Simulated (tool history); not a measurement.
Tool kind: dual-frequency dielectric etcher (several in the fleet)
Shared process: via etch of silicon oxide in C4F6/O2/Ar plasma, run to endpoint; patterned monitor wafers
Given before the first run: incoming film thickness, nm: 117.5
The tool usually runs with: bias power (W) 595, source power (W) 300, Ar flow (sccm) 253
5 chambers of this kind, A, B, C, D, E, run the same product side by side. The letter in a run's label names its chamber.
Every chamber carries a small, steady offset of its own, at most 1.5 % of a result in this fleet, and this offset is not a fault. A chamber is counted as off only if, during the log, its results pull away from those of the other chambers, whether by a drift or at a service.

run	day	bias power (W)	source power (W)	Ar flow (sccm)	endpoint time (s)
1C	0.358	595	300	253	26.211
2A	0.633	595	300	253	26.461
3B	0.996	595	300	253	25.774
4D	1.575	595	300	253	26.746
5E	2.05	595	300	253	26.595
# day 2.233: chamber A: wet clean of the chamber
6A	2.321	595	300	253	26.454
7E	2.638	595	230	301	29.603
8C	3.138	595	230	301	30.243
# day 3.362: chamber E: wet clean of the chamber
9B	3.529	595	230	301	29.382
10D	4.112	595	230	301	29.771
11C	4.642	595	230	301	30.142
# day 4.825: chamber B: wet clean of the chamber
12B	5.096	595	300	253	26.21
13A	5.442	699	300	194	24.417
14D	5.779	699	300	194	24.65
15E	6.138	699	300	194	23.676
16E	6.708	699	300	194	23.597
17B	7.104	699	300	194	24.088
18C	7.429	595	300	253	26.609
19D	7.758	595	300	253	26.686
20A	8.142	595	300	253	26.709
# day 8.333: chamber E: bias power generator calibrated
21C	8.6	595	300	253	26.603
22B	9.008	595	300	253	26.931
23D	9.488	595	300	253	26.795
24E	9.762	595	300	253	26.592
25A	10.362	531	300	253	27.721
26A	10.879	531	300	253	27.965
27E	11.25	531	300	253	27.8
28B	11.638	531	300	253	27.341
29D	11.942	531	300	253	28.274
30C	12.35	595	300	253	26.404

Has any chamber moved away from the others, gradually or after a service, or does the common gauge drift, or do the chambers differ only by their own small steady offsets? State the chamber and the most likely cause if one applies.

Nothing is wrong: each chamber keeps only its own small, steady offset and the gauge holds still.

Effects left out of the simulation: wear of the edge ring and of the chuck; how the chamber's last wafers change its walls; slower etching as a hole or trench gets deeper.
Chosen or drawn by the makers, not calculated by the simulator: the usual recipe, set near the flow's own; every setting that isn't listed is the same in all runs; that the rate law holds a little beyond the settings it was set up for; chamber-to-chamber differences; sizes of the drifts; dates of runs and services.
